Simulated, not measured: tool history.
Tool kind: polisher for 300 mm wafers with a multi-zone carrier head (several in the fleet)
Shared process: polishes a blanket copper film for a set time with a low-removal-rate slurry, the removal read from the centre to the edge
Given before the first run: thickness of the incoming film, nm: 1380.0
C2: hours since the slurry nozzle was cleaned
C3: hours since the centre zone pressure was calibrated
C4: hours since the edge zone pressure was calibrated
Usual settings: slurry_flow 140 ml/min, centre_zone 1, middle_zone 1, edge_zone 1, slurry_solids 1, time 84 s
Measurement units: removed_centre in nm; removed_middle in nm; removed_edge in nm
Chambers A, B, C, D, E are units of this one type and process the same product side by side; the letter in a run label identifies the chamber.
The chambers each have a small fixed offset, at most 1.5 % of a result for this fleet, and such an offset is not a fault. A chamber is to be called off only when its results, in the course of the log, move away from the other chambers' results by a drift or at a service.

{"run": "1E", "hour": 3.0, "slurry_flow": 140, "centre_zone": 1, "middle_zone": 1, "edge_zone": 1, "slurry_solids": 1, "time": 84, "wafers polished on this pad": 320, "C2": 49, "C3": 11.2, "C4": 538.7, "removed_centre": 284.84, "removed_middle": 282.84, "removed_edge": 286.02}
{"run": "2D", "hour": 6.0, "slurry_flow": 140, "centre_zone": 1, "middle_zone": 1, "edge_zone": 1, "slurry_solids": 1, "time": 84, "wafers polished on this pad": 892, "C2": 147.9, "C3": 1053.4, "C4": 1019.6, "removed_centre": 290.77, "removed_middle": 295.33, "removed_edge": 285.06}
{"run": "3B", "hour": 10.6, "slurry_flow": 140, "centre_zone": 1, "middle_zone": 1, "edge_zone": 1, "slurry_solids": 1, "time": 84, "wafers polished on this pad": 317, "C2": 909.6, "C3": 546.4, "C4": 506.6, "removed_centre": 279.65, "removed_middle": 276.67, "removed_edge": 291.27}
{"run": "4A", "hour": 13.1, "slurry_flow": 140, "centre_zone": 1, "middle_zone": 1, "edge_zone": 1, "slurry_solids": 1, "time": 84, "wafers polished on this pad": 272, "C2": 179, "C3": 1014.6, "C4": 209.1, "removed_centre": 282.84, "removed_middle": 284.79, "removed_edge": 290.28}
{"run": "5C", "hour": 16.4, "slurry_flow": 140, "centre_zone": 1, "middle_zone": 1, "edge_zone": 1, "slurry_solids": 1, "time": 84, "wafers polished on this pad": 209, "C2": 336.7, "C3": 151.3, "C4": 1210.3, "removed_centre": 290.38, "removed_middle": 283.89, "removed_edge": 291.57}
{"hour": 17.0, "done": "chamber D: worn pad replaced by a new one"}
{"hour": 19.5, "done": "chamber B: slurry nozzle cleaned"}
{"run": "6A", "hour": 20.8, "slurry_flow": 140, "centre_zone": 1, "middle_zone": 1, "edge_zone": 1, "slurry_solids": 1, "time": 84, "wafers polished on this pad": 356, "C2": 186.7, "C3": 1022.3, "C4": 216.8, "removed_centre": 287.71, "removed_middle": 286.42, "removed_edge": 286.62}
{"run": "7C", "hour": 24.8, "slurry_flow": 140, "centre_zone": 1, "middle_zone": 1, "edge_zone": 1, "slurry_solids": 1, "time": 84, "wafers polished on this pad": 301, "C2": 345.1, "C3": 159.7, "C4": 1218.7, "removed_centre": 285.44, "removed_middle": 281.14, "removed_edge": 289.86}
{"run": "8D", "hour": 28.7, "slurry_flow": 140, "centre_zone": 1, "middle_zone": 1, "edge_zone": 1, "slurry_solids": 1, "time": 84, "wafers polished on this pad": 128, "C2": 170.6, "C3": 1076.1, "C4": 1042.3, "removed_centre": 295.2, "removed_middle": 283.71, "removed_edge": 281.2}
{"run": "9B", "hour": 32.9, "slurry_flow": 140, "centre_zone": 1, "middle_zone": 1, "edge_zone": 1, "slurry_solids": 1, "time": 84, "wafers polished on this pad": 561, "C2": 13.4, "C3": 568.7, "C4": 528.9, "removed_centre": 285.1, "removed_middle": 292.19, "removed_edge": 300.03}
{"hour": 36.9, "done": "chamber E: worn pad replaced by a new one"}
{"run": "10E", "hour": 37.6, "slurry_flow": 185, "centre_zone": 1, "middle_zone": 1, "edge_zone": 1.07, "slurry_solids": 1, "time": 84, "wafers polished on this pad": 7, "C2": 83.6, "C3": 45.8, "C4": 573.3, "removed_centre": 299.02, "removed_middle": 306.14, "removed_edge": 315.96}
{"run": "11C", "hour": 40.4, "slurry_flow": 185, "centre_zone": 1, "middle_zone": 1, "edge_zone": 1.07, "slurry_solids": 1, "time": 84, "wafers polished on this pad": 472, "C2": 360.7, "C3": 175.3, "C4": 1234.3, "removed_centre": 298.27, "removed_middle": 296.4, "removed_edge": 296.88}
{"run": "12D", "hour": 42.7, "slurry_flow": 185, "centre_zone": 1, "middle_zone": 1, "edge_zone": 1.07, "slurry_solids": 1, "time": 84, "wafers polished on this pad": 282, "C2": 184.6, "C3": 1090.1, "C4": 1056.3, "removed_centre": 314.05, "removed_middle": 298.36, "removed_edge": 301.74}
{"run": "13B", "hour": 46.6, "slurry_flow": 185, "centre_zone": 1, "middle_zone": 1, "edge_zone": 1.07, "slurry_solids": 1, "time": 84, "wafers polished on this pad": 711, "C2": 27.1, "C3": 582.4, "C4": 542.6, "removed_centre": 297.92, "removed_middle": 304.36, "removed_edge": 309.42}
{"run": "14A", "hour": 50.7, "slurry_flow": 185, "centre_zone": 1, "middle_zone": 1, "edge_zone": 1.07, "slurry_solids": 1, "time": 84, "wafers polished on this pad": 683, "C2": 216.6, "C3": 1052.2, "C4": 246.7, "removed_centre": 306.17, "removed_middle": 298.08, "removed_edge": 308.67}
{"run": "15E", "hour": 55.1, "slurry_flow": 125, "centre_zone": 0.92, "middle_zone": 1, "edge_zone": 1, "slurry_solids": 1, "time": 84, "wafers polished on this pad": 199, "C2": 101.1, "C3": 63.3, "C4": 590.8, "removed_centre": 250.94, "removed_middle": 283.56, "removed_edge": 282.46}
{"run": "16A", "hour": 57.2, "slurry_flow": 125, "centre_zone": 0.92, "middle_zone": 1, "edge_zone": 1, "slurry_solids": 1, "time": 84, "wafers polished on this pad": 755, "C2": 223.1, "C3": 1058.7, "C4": 253.2, "removed_centre": 256.9, "removed_middle": 278.85, "removed_edge": 285.54}
{"hour": 58.7, "done": "chamber D: edge zone pressure recalibrated"}
{"run": "17E", "hour": 61.0, "slurry_flow": 125, "centre_zone": 0.92, "middle_zone": 1, "edge_zone": 1, "slurry_solids": 1, "time": 84, "wafers polished on this pad": 263, "C2": 107, "C3": 69.2, "C4": 596.7, "removed_centre": 252.36, "removed_middle": 278.84, "removed_edge": 289.78}
{"run": "18B", "hour": 63.8, "slurry_flow": 125, "centre_zone": 0.92, "middle_zone": 1, "edge_zone": 1, "slurry_solids": 1, "time": 84, "wafers polished on this pad": 899, "C2": 44.3, "C3": 599.6, "C4": 559.8, "removed_centre": 250.69, "removed_middle": 281.19, "removed_edge": 282.64}
{"run": "19C", "hour": 66.3, "slurry_flow": 125, "centre_zone": 0.92, "middle_zone": 1, "edge_zone": 1, "slurry_solids": 1, "time": 84, "wafers polished on this pad": 756, "C2": 386.6, "C3": 201.2, "C4": 1260.2, "removed_centre": 256.77, "removed_middle": 274.38, "removed_edge": 280.26}
{"run": "20D", "hour": 68.6, "slurry_flow": 140, "centre_zone": 1, "middle_zone": 1, "edge_zone": 1, "slurry_solids": 1, "time": 84, "wafers polished on this pad": 565, "C2": 210.5, "C3": 1116, "C4": 9.9, "removed_centre": 289.11, "removed_middle": 285.42, "removed_edge": 283.89}
{"hour": 69.7, "done": "chamber E: edge zone pressure recalibrated"}
{"hour": 70.2, "done": "chamber A: worn pad replaced by a new one"}
{"run": "21D", "hour": 72.9, "slurry_flow": 140, "centre_zone": 1, "middle_zone": 1, "edge_zone": 1, "slurry_solids": 1, "time": 84, "wafers polished on this pad": 612, "C2": 214.8, "C3": 1120.3, "C4": 14.2, "removed_centre": 287.32, "removed_middle": 287.82, "removed_edge": 282.33}
{"run": "22E", "hour": 77.6, "slurry_flow": 140, "centre_zone": 1, "middle_zone": 1, "edge_zone": 1, "slurry_solids": 1, "time": 84, "wafers polished on this pad": 445, "C2": 123.6, "C3": 85.8, "C4": 8, "removed_centre": 296.62, "removed_middle": 288.88, "removed_edge": 289.4}
{"run": "23A", "hour": 81.1, "slurry_flow": 140, "centre_zone": 1, "middle_zone": 1, "edge_zone": 1, "slurry_solids": 1, "time": 84, "wafers polished on this pad": 119, "C2": 247, "C3": 1082.6, "C4": 277.1, "removed_centre": 279.21, "removed_middle": 281.64, "removed_edge": 288.35}
{"run": "24C", "hour": 83.3, "slurry_flow": 140, "centre_zone": 1, "middle_zone": 1, "edge_zone": 1, "slurry_solids": 1, "time": 84, "wafers polished on this pad": 942, "C2": 403.6, "C3": 218.2, "C4": 1277.2, "removed_centre": 285.32, "removed_middle": 285.99, "removed_edge": 287.18}
{"hour": 84.3, "done": "chamber E: worn pad replaced by a new one"}
{"run": "25B", "hour": 86.6, "slurry_flow": 140, "centre_zone": 1, "middle_zone": 1, "edge_zone": 1, "slurry_solids": 1, "time": 84, "wafers polished on this pad": 1149, "C2": 67.1, "C3": 622.4, "C4": 582.6, "removed_centre": 282.49, "removed_middle": 294.78, "removed_edge": 278.24}
{"run": "26C", "hour": 90.2, "slurry_flow": 140, "centre_zone": 1, "middle_zone": 1, "edge_zone": 1, "slurry_solids": 1, "time": 84, "wafers polished on this pad": 1017, "C2": 410.5, "C3": 225.1, "C4": 1284.1, "removed_centre": 273.3, "removed_middle": 287.1, "removed_edge": 292.13}
{"run": "27D", "hour": 94.0, "slurry_flow": 140, "centre_zone": 1, "middle_zone": 1, "edge_zone": 1, "slurry_solids": 1, "time": 84, "wafers polished on this pad": 843, "C2": 235.9, "C3": 1141.4, "C4": 35.3, "removed_centre": 289.2, "removed_middle": 296.86, "removed_edge": 283.54}
{"hour": 97.2, "done": "chamber C: edge zone pressure recalibrated"}
{"run": "28A", "hour": 97.6, "slurry_flow": 140, "centre_zone": 1, "middle_zone": 1.04, "edge_zone": 0.91, "slurry_solids": 1, "time": 84, "wafers polished on this pad": 300, "C2": 263.5, "C3": 1099.1, "C4": 293.6, "removed_centre": 278.53, "removed_middle": 290.51, "removed_edge": 275.28}
{"hour": 98.6, "done": "chamber B: worn pad replaced by a new one"}
{"hour": 100.9, "done": "chamber B: edge zone pressure recalibrated"}
{"hour": 101.0, "done": "chamber C: worn pad replaced by a new one"}
{"run": "29E", "hour": 102.0, "slurry_flow": 140, "centre_zone": 1, "middle_zone": 1.04, "edge_zone": 0.91, "slurry_solids": 1, "time": 84, "wafers polished on this pad": 193, "C2": 148, "C3": 110.2, "C4": 32.4, "removed_centre": 293.32, "removed_middle": 298.81, "removed_edge": 272.18}
{"run": "30B", "hour": 104.9, "slurry_flow": 140, "centre_zone": 1, "middle_zone": 1.04, "edge_zone": 0.91, "slurry_solids": 1, "time": 84, "wafers polished on this pad": 69, "C2": 85.4, "C3": 640.7, "C4": 4.1, "removed_centre": 290.38, "removed_middle": 300.74, "removed_edge": 269.28}
{"run": "31B", "hour": 107.7, "slurry_flow": 140, "centre_zone": 1, "middle_zone": 1.04, "edge_zone": 0.91, "slurry_solids": 1, "time": 84, "wafers polished on this pad": 100, "C2": 88.2, "C3": 643.5, "C4": 6.9, "removed_centre": 284.13, "removed_middle": 298.25, "removed_edge": 278.94}
{"run": "32A", "hour": 109.8, "slurry_flow": 140, "centre_zone": 1, "middle_zone": 1.04, "edge_zone": 0.91, "slurry_solids": 1, "time": 84, "wafers polished on this pad": 433, "C2": 275.7, "C3": 1111.3, "C4": 305.8, "removed_centre": 293.83, "removed_middle": 285.06, "removed_edge": 274.82}
{"run": "33D", "hour": 113.3, "slurry_flow": 140, "centre_zone": 1, "middle_zone": 1, "edge_zone": 1, "slurry_solids": 1, "time": 84, "wafers polished on this pad": 1055, "C2": 255.2, "C3": 1160.7, "C4": 54.6, "removed_centre": 291.37, "removed_middle": 286.06, "removed_edge": 282.93}
{"run": "34E", "hour": 116.1, "slurry_flow": 140, "centre_zone": 1, "middle_zone": 1, "edge_zone": 1, "slurry_solids": 1, "time": 84, "wafers polished on this pad": 348, "C2": 162.1, "C3": 124.3, "C4": 46.5, "removed_centre": 285.56, "removed_middle": 291.54, "removed_edge": 284.91}
{"hour": 117.8, "done": "chamber D: worn pad replaced by a new one"}
{"hour": 118.8, "done": "chamber C: slurry nozzle cleaned"}
{"run": "35C", "hour": 119.3, "slurry_flow": 140, "centre_zone": 1, "middle_zone": 1, "edge_zone": 1, "slurry_solids": 1, "time": 84, "wafers polished on this pad": 200, "C2": 0.5, "C3": 254.2, "C4": 22.2, "removed_centre": 275.97, "removed_middle": 291.9, "removed_edge": 281.98}
{"hour": 119.8, "done": "chamber A: centre zone pressure recalibrated"}
{"run": "36E", "hour": 122.6, "slurry_flow": 140, "centre_zone": 0.9, "middle_zone": 1, "edge_zone": 1, "slurry_solids": 1, "time": 84, "wafers polished on this pad": 419, "C2": 168.6, "C3": 130.8, "C4": 53, "removed_centre": 255.81, "removed_middle": 283.11, "removed_edge": 294.23}
{"run": "37B", "hour": 125.3, "slurry_flow": 140, "centre_zone": 0.9, "middle_zone": 1, "edge_zone": 1, "slurry_solids": 1, "time": 84, "wafers polished on this pad": 292, "C2": 105.8, "C3": 661.1, "C4": 24.5, "removed_centre": 248.85, "removed_middle": 288.59, "removed_edge": 291.01}
{"run": "38D", "hour": 129.5, "slurry_flow": 140, "centre_zone": 0.9, "middle_zone": 1, "edge_zone": 1, "slurry_solids": 1, "time": 84, "wafers polished on this pad": 128, "C2": 271.4, "C3": 1176.9, "C4": 70.8, "removed_centre": 258.61, "removed_middle": 286.97, "removed_edge": 289.55}
{"run": "39C", "hour": 133.8, "slurry_flow": 140, "centre_zone": 0.9, "middle_zone": 1, "edge_zone": 1, "slurry_solids": 1, "time": 84, "wafers polished on this pad": 359, "C2": 15, "C3": 268.7, "C4": 36.7, "removed_centre": 254.66, "removed_middle": 281.43, "removed_edge": 284.43}
{"run": "40A", "hour": 136.0, "slurry_flow": 140, "centre_zone": 0.9, "middle_zone": 1, "edge_zone": 1, "slurry_solids": 1, "time": 84, "wafers polished on this pad": 720, "C2": 301.9, "C3": 16.2, "C4": 332, "removed_centre": 252.15, "removed_middle": 284.36, "removed_edge": 295.8}
{"run": "41B", "hour": 139.2, "slurry_flow": 140, "centre_zone": 1, "middle_zone": 1, "edge_zone": 0.96, "slurry_solids": 1, "time": 84, "wafers polished on this pad": 444, "C2": 119.7, "C3": 675, "C4": 38.4, "removed_centre": 288.54, "removed_middle": 284.9, "removed_edge": 275.58}

For the next run the whole fleet of 5 chambers uses the same settings. Give each chamber's results:
{"run": "42A", "hour": 142.6, "slurry_flow": 140, "centre_zone": 1, "middle_zone": 1, "edge_zone": 1, "slurry_solids": 0.85, "time": 84, "removed_centre": "?", "removed_middle": "?", "removed_edge": "?"}
{"run": "42B", "hour": 142.6, "slurry_flow": 140, "centre_zone": 1, "middle_zone": 1, "edge_zone": 1, "slurry_solids": 0.85, "time": 84, "removed_centre": "?", "removed_middle": "?", "removed_edge": "?"}
{"run": "42C", "hour": 142.6, "slurry_flow": 140, "centre_zone": 1, "middle_zone": 1, "edge_zone": 1, "slurry_solids": 0.85, "time": 84, "removed_centre": "?", "removed_middle": "?", "removed_edge": "?"}
{"run": "42D", "hour": 142.6, "slurry_flow": 140, "centre_zone": 1, "middle_zone": 1, "edge_zone": 1, "slurry_solids": 0.85, "time": 84, "removed_centre": "?", "removed_middle": "?", "removed_edge": "?"}
{"run": "42E", "hour": 142.6, "slurry_flow": 140, "centre_zone": 1, "middle_zone": 1, "edge_zone": 1, "slurry_solids": 0.85, "time": 84, "removed_centre": "?", "removed_middle": "?", "removed_edge": "?"}

run=42A removed_centre=271.26 removed_middle=273.68 removed_edge=282.19
run=42B removed_centre=281.63 removed_middle=286.05 removed_edge=278.91
run=42C removed_centre=278.39 removed_middle=273.53 removed_edge=279.67
run=42D removed_centre=275.38 removed_middle=273.89 removed_edge=277.91
run=42E removed_centre=279.19 removed_middle=277.99 removed_edge=278.72

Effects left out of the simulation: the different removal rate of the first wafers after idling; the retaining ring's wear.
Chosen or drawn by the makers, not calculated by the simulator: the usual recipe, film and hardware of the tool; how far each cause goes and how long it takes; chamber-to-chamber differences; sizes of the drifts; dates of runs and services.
